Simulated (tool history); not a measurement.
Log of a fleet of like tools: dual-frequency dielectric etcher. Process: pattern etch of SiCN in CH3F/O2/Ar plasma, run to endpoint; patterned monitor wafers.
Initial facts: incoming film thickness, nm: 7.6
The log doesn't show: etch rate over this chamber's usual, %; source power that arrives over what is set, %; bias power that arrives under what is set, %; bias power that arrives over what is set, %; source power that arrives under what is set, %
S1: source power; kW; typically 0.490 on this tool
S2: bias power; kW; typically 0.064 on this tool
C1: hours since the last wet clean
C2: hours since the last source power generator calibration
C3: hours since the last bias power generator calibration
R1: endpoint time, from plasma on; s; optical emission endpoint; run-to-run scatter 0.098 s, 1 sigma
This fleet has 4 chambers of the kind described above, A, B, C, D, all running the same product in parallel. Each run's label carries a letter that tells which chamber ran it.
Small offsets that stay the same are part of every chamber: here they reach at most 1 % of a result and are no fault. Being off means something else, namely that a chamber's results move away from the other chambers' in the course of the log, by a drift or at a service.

| run | hour | S1 | S2 | C1 | C2 | C3 | R1 |
|---|---|---|---|---|---|---|---|
| 1D | 7.2 | 0.490 | 0.064 | 347.3 | 938.6 | 4593.9 | 19.622 |
| 2B | 14.0 | 0.490 | 0.064 | 295.6 | 304.1 | 648.7 | 19.431 |
| 3C | 22.4 | 0.490 | 0.064 | 529.2 | 175.4 | 63.4 | 19.214 |
| 4A | 28.8 | 0.490 | 0.064 | 542.6 | 1190.4 | 877.9 | 19.709 |
| 5A | 34.0 | 0.600 | 0.078 | 547.8 | 1195.6 | 883.1 | 17.019 |
| 6B | 40.7 | 0.600 | 0.078 | 322.3 | 330.8 | 675.4 | 16.695 |
| 7D | 45.5 | 0.600 | 0.078 | 385.6 | 976.9 | 4632.2 | 16.947 |
| 8C | 53.8 | 0.600 | 0.078 | 560.6 | 206.8 | 94.8 | 16.613 |
| 9B | 60.8 | 0.490 | 0.076 | 342.4 | 350.9 | 695.5 | 18.320 |
| 10D | 69.2 | 0.490 | 0.076 | 409.3 | 1000.6 | 4655.9 | 18.540 |
| 11A | 75.2 | 0.490 | 0.076 | 589.0 | 1236.8 | 924.3 | 18.528 |
|  | 76.1 | chamber A: wet clean of the chamber |
| 12C | 81.7 | 0.490 | 0.076 | 588.5 | 234.7 | 122.7 | 18.096 |
| 13D | 86.1 | 0.450 | 0.058 | 426.2 | 1017.5 | 4672.8 | 20.909 |
|  | 89.5 | chamber C: wet clean of the chamber |
| 14A | 94.4 | 0.450 | 0.058 | 18.4 | 1256.0 | 943.5 | 21.077 |
| 15B | 99.7 | 0.450 | 0.058 | 381.3 | 389.8 | 734.4 | 20.368 |
| 16C | 105.5 | 0.450 | 0.058 | 16.0 | 258.5 | 146.5 | 20.644 |
| 17D | 110.0 | 0.490 | 0.064 | 450.1 | 1041.4 | 4696.7 | 19.756 |
| 18C | 114.0 | 0.490 | 0.064 | 24.5 | 267.0 | 155.0 | 19.313 |
| 19B | 118.6 | 0.410 | 0.057 | 400.2 | 408.7 | 753.3 | 21.189 |
| 20A | 123.7 | 0.410 | 0.057 | 47.7 | 1285.3 | 972.8 | 21.806 |
| 21C | 128.7 | 0.410 | 0.057 | 39.2 | 281.7 | 169.7 | 21.638 |
| 22D | 135.1 | 0.410 | 0.057 | 475.2 | 1066.5 | 4721.8 | 22.013 |
| 23B | 140.3 | 0.570 | 0.050 | 421.9 | 430.4 | 775.0 | 19.431 |
| 24A | 145.0 | 0.570 | 0.050 | 69.0 | 1306.6 | 994.1 | 20.161 |
| 25B | 151.0 | 0.570 | 0.050 | 432.6 | 441.1 | 785.7 | 19.485 |
| 26A | 157.2 | 0.570 | 0.050 | 81.2 | 1318.8 | 1006.3 | 19.982 |
| 27C | 162.3 | 0.490 | 0.073 | 72.8 | 315.3 | 203.3 | 18.640 |
| 28D | 166.5 | 0.490 | 0.073 | 506.6 | 1097.9 | 4753.2 | 18.773 |
| 29C | 174.8 | 0.490 | 0.073 | 85.3 | 327.8 | 215.8 | 18.483 |
| 30A | 178.9 | 0.490 | 0.073 | 102.9 | 1340.5 | 1028.0 | 18.757 |
| 31B | 184.4 | 0.490 | 0.064 | 466.0 | 474.5 | 819.1 | 18.888 |
| 32D | 192.6 | 0.600 | 0.079 | 532.7 | 1124.0 | 4779.3 | 17.005 |
| 33A | 201.1 | 0.600 | 0.079 | 125.1 | 1362.7 | 1050.2 | 17.030 |
| 34C | 205.5 | 0.600 | 0.079 | 116.0 | 358.5 | 246.5 | 16.620 |
| 35B | 209.4 | 0.600 | 0.079 | 491.0 | 499.5 | 844.1 | 16.268 |
|  | 211.3 | chamber D: wet clean of the chamber |
| 36D | 215.7 | 0.490 | 0.064 | 4.4 | 1147.1 | 4802.4 | 19.688 |
| 37C | 219.9 | 0.490 | 0.064 | 130.4 | 372.9 | 260.9 | 19.355 |
| 38D | 228.3 | 0.490 | 0.064 | 17.0 | 1159.7 | 4815.0 | 19.611 |
| 39B | 236.9 | 0.490 | 0.064 | 518.5 | 527.0 | 871.6 | 18.558 |
| 40A | 243.6 | 0.560 | 0.079 | 167.6 | 1405.2 | 1092.7 | 17.300 |
| 41A | 252.1 | 0.560 | 0.079 | 176.1 | 1413.7 | 1101.2 | 17.337 |
| 42C | 258.4 | 0.560 | 0.079 | 168.9 | 411.4 | 299.4 | 17.035 |
| 43B | 263.6 | 0.560 | 0.079 | 545.2 | 553.7 | 898.3 | 16.378 |

Has any chamber moved away from the others, gradually or after a service, or does the common gauge drift, or do the chambers differ only by their own small steady offsets? State the chamber and the most likely cause if one applies.

One chamber, B, drifts off from the rest bit by bit.
Likeliest cause: etch rate over this chamber's usual, % = 4.83.

Here are 4 candidates for chamber B's next run, each the usual settings with a change, their results left as question marks. Which one brings its results back in line with what the others give on the usual settings?
Allowed miss from the other chambers' usual-settings mean, per result, to count as in line: R1 0.340 s
| 44B-1 | 269.9 | 0.480 | 0.062 |  |  |  | ? |
| 44B-2 | 269.9 | 0.450 | 0.060 |  |  |  | ? |
| 44B-3 | 269.9 | 0.510 | 0.064 |  |  |  | ? |
| 44B-4 | 269.9 | 0.560 | 0.064 |  |  |  | ? |

What the other chambers average on the usual settings: R1 19.555 s
| run | R1 |
|---|---|
| 44B-1 | 18.926 |
| 44B-2 | 19.618 |
| 44B-3 | 18.292 |
| 44B-4 | 17.641 |
44B-2 puts the chamber back in line with the other chambers.
